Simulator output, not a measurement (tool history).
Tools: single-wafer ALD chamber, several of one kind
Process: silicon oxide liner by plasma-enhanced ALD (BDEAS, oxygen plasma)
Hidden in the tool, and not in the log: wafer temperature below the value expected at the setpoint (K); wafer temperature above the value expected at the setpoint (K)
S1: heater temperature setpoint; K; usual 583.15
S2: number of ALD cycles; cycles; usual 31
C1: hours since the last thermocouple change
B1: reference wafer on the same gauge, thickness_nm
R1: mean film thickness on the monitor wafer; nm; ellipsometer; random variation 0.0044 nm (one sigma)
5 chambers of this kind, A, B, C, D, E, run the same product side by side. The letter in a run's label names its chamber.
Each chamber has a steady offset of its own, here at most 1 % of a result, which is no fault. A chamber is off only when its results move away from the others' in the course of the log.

run,day,S1,S2,C1,B1,R1
1E,0.421,583.15,31,797.4,2.4893,2.8497
2A,1.008,583.15,31,660.2,2.4896,2.8483
3B,1.304,583.15,31,1242.8,2.4876,2.8332
4D,1.767,583.15,31,339.4,2.4881,2.8633
5C,2.083,583.15,31,223.4,2.4879,2.8252
6E,2.733,583.15,31,852.9,2.4879,2.8516
7B,3.104,583.15,31,1286.0,2.4863,2.8384
8C,3.433,583.15,31,255.8,2.4870,2.8226
9A,3.912,583.15,31,729.9,2.4849,2.8438
10D,4.400,583.15,31,402.6,2.4853,2.8590
11C,5.012,583.15,31,293.7,2.4848,2.8273
12D,5.308,583.15,31,424.4,2.4836,2.8514
13E,5.667,583.15,31,923.3,2.4845,2.8395
14A,6.229,583.15,31,785.5,2.4831,2.8421
15B,6.788,583.15,31,1374.4,2.4818,2.8301
16C,7.083,583.15,31,343.4,2.4827,2.8203
17B,7.567,583.15,31,1393.1,2.4806,2.8371
18A,8.029,583.15,31,828.7,2.4812,2.8312
19D,8.438,592.15,28,499.5,2.4808,2.5407
20E,9.079,592.15,28,1005.2,2.4795,2.5321
21B,9.546,592.15,28,1440.6,2.4791,2.5322
22E,10.117,592.15,28,1030.1,2.4776,2.5312
23A,10.588,592.15,28,890.1,2.4791,2.5268
24C,11.017,583.15,31,437.8,2.4781,2.8174
25D,11.617,583.15,31,575.8,2.4775,2.8428
26E,12.033,583.15,31,1076.1,2.4759,2.8340
27D,12.454,583.15,31,595.9,2.4757,2.8436
28B,13.062,583.15,31,1525.0,2.4771,2.8281
29C,13.488,583.15,31,497.1,2.4760,2.8167
30A,13.875,583.15,31,969.0,2.4744,2.8386

All 5 chambers run these settings next. Forecast each chamber's results:
31A,14.346,583.15,28,,,?
31B,14.346,583.15,28,,,?
31C,14.346,583.15,28,,,?
31D,14.346,583.15,28,,,?
31E,14.346,583.15,28,,,?

run,R1
31A,2.5624
31B,2.5522
31C,2.5361
31D,2.5715
31E,2.5550

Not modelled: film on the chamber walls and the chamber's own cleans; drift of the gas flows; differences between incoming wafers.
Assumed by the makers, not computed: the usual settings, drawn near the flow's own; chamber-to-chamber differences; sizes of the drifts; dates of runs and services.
